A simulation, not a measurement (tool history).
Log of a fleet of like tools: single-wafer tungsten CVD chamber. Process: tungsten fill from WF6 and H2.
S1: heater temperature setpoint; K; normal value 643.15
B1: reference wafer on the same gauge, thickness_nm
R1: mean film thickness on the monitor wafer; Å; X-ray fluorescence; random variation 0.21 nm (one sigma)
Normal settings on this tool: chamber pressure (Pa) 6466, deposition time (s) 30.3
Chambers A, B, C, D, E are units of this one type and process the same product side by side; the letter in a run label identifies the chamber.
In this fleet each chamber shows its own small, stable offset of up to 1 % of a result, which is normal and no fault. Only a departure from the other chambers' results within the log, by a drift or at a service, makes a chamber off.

{"day": 0.062, "done": "chamber A: capacitance manometer re-zeroed and calibrated"}
{"run": "1B", "day": 0.196, "S1": 643.15, "chamber pressure (Pa)": 6466, "deposition time (s)": 30.3, "B1": 70.996, "R1": 602.02}
{"run": "2C", "day": 0.358, "S1": 643.15, "chamber pressure (Pa)": 6466, "deposition time (s)": 30.3, "B1": 71.056, "R1": 608.22}
{"run": "3A", "day": 0.488, "S1": 643.15, "chamber pressure (Pa)": 6466, "deposition time (s)": 30.3, "B1": 70.918, "R1": 606.92}
{"run": "4D", "day": 0.671, "S1": 643.15, "chamber pressure (Pa)": 6466, "deposition time (s)": 30.3, "B1": 71.002, "R1": 609.56}
{"run": "5E", "day": 0.771, "S1": 643.15, "chamber pressure (Pa)": 6466, "deposition time (s)": 30.3, "B1": 71.034, "R1": 609.53}
{"run": "6C", "day": 0.967, "S1": 643.15, "chamber pressure (Pa)": 6466, "deposition time (s)": 30.3, "B1": 71.006, "R1": 609.15}
{"run": "7D", "day": 1.129, "S1": 643.15, "chamber pressure (Pa)": 6466, "deposition time (s)": 30.3, "B1": 71.017, "R1": 616.47}
{"run": "8E", "day": 1.329, "S1": 643.15, "chamber pressure (Pa)": 6466, "deposition time (s)": 30.3, "B1": 71.031, "R1": 608.77}
{"run": "9B", "day": 1.45, "S1": 643.15, "chamber pressure (Pa)": 6466, "deposition time (s)": 30.3, "B1": 70.994, "R1": 604.68}
{"run": "10A", "day": 1.629, "S1": 643.15, "chamber pressure (Pa)": 6466, "deposition time (s)": 30.3, "B1": 70.993, "R1": 609}
{"run": "11D", "day": 1.762, "S1": 643.15, "chamber pressure (Pa)": 6466, "deposition time (s)": 30.3, "B1": 70.915, "R1": 613.91}
{"run": "12C", "day": 1.879, "S1": 629.15, "chamber pressure (Pa)": 6466, "deposition time (s)": 30.3, "B1": 70.975, "R1": 447.2}
{"run": "13B", "day": 2.054, "S1": 629.15, "chamber pressure (Pa)": 6466, "deposition time (s)": 30.3, "B1": 70.987, "R1": 442.64}
{"day": 2.075, "done": "chamber E: capacitance manometer re-zeroed and calibrated"}
{"run": "14A", "day": 2.262, "S1": 629.15, "chamber pressure (Pa)": 6466, "deposition time (s)": 30.3, "B1": 71.008, "R1": 446.28}
{"run": "15E", "day": 2.479, "S1": 629.15, "chamber pressure (Pa)": 6466, "deposition time (s)": 30.3, "B1": 71.002, "R1": 456.04}
{"run": "16B", "day": 2.638, "S1": 629.15, "chamber pressure (Pa)": 6466, "deposition time (s)": 30.3, "B1": 70.971, "R1": 444.41}
{"run": "17C", "day": 2.829, "S1": 643.15, "chamber pressure (Pa)": 6466, "deposition time (s)": 30.3, "B1": 71.017, "R1": 604.73}
{"run": "18A", "day": 3.033, "S1": 643.15, "chamber pressure (Pa)": 6466, "deposition time (s)": 30.3, "B1": 71, "R1": 612.2}
{"run": "19D", "day": 3.258, "S1": 643.15, "chamber pressure (Pa)": 6466, "deposition time (s)": 30.3, "B1": 70.993, "R1": 615.84}
{"run": "20E", "day": 3.417, "S1": 643.15, "chamber pressure (Pa)": 6466, "deposition time (s)": 30.3, "B1": 70.985, "R1": 622.68}
{"run": "21A", "day": 3.596, "S1": 643.15, "chamber pressure (Pa)": 6466, "deposition time (s)": 30.3, "B1": 71.004, "R1": 605.21}
{"run": "22D", "day": 3.721, "S1": 643.15, "chamber pressure (Pa)": 6466, "deposition time (s)": 30.3, "B1": 70.997, "R1": 613.97}
{"run": "23B", "day": 3.875, "S1": 643.15, "chamber pressure (Pa)": 6466, "deposition time (s)": 30.3, "B1": 70.986, "R1": 602.69}
{"run": "24C", "day": 4.1, "S1": 643.15, "chamber pressure (Pa)": 6466, "deposition time (s)": 30.3, "B1": 70.982, "R1": 604.95}
{"run": "25E", "day": 4.225, "S1": 631.15, "chamber pressure (Pa)": 6466, "deposition time (s)": 30.3, "B1": 71.08, "R1": 481.84}
{"run": "26E", "day": 4.367, "S1": 631.15, "chamber pressure (Pa)": 6466, "deposition time (s)": 30.3, "B1": 71.063, "R1": 485.25}
{"run": "27B", "day": 4.508, "S1": 631.15, "chamber pressure (Pa)": 6466, "deposition time (s)": 30.3, "B1": 70.971, "R1": 464.73}
{"run": "28A", "day": 4.667, "S1": 631.15, "chamber pressure (Pa)": 6466, "deposition time (s)": 30.3, "B1": 70.945, "R1": 467.6}
{"run": "29C", "day": 4.788, "S1": 631.15, "chamber pressure (Pa)": 6466, "deposition time (s)": 30.3, "B1": 71.009, "R1": 468.72}
{"run": "30D", "day": 4.896, "S1": 643.15, "chamber pressure (Pa)": 6466, "deposition time (s)": 30.3, "B1": 71.051, "R1": 611.52}
{"run": "31B", "day": 5.0, "S1": 650.15, "chamber pressure (Pa)": 6466, "deposition time (s)": 30.3, "B1": 70.941, "R1": 703.8}
{"run": "32A", "day": 5.204, "S1": 650.15, "chamber pressure (Pa)": 6466, "deposition time (s)": 30.3, "B1": 70.977, "R1": 706.55}

All 5 chambers run these settings next. Forecast each chamber's results:
{"run": "33A", "day": 5.367, "S1": 634.15, "chamber pressure (Pa)": 6466, "deposition time (s)": 30.3, "R1": "?"}
{"run": "33B", "day": 5.367, "S1": 634.15, "chamber pressure (Pa)": 6466, "deposition time (s)": 30.3, "R1": "?"}
{"run": "33C", "day": 5.367, "S1": 634.15, "chamber pressure (Pa)": 6466, "deposition time (s)": 30.3, "R1": "?"}
{"run": "33D", "day": 5.367, "S1": 634.15, "chamber pressure (Pa)": 6466, "deposition time (s)": 30.3, "R1": "?"}
{"run": "33E", "day": 5.367, "S1": 634.15, "chamber pressure (Pa)": 6466, "deposition time (s)": 30.3, "R1": "?"}

run=33A R1=498.99
run=33B R1=494.68
run=33C R1=497.28
run=33D R1=505.2
run=33E R1=519.14
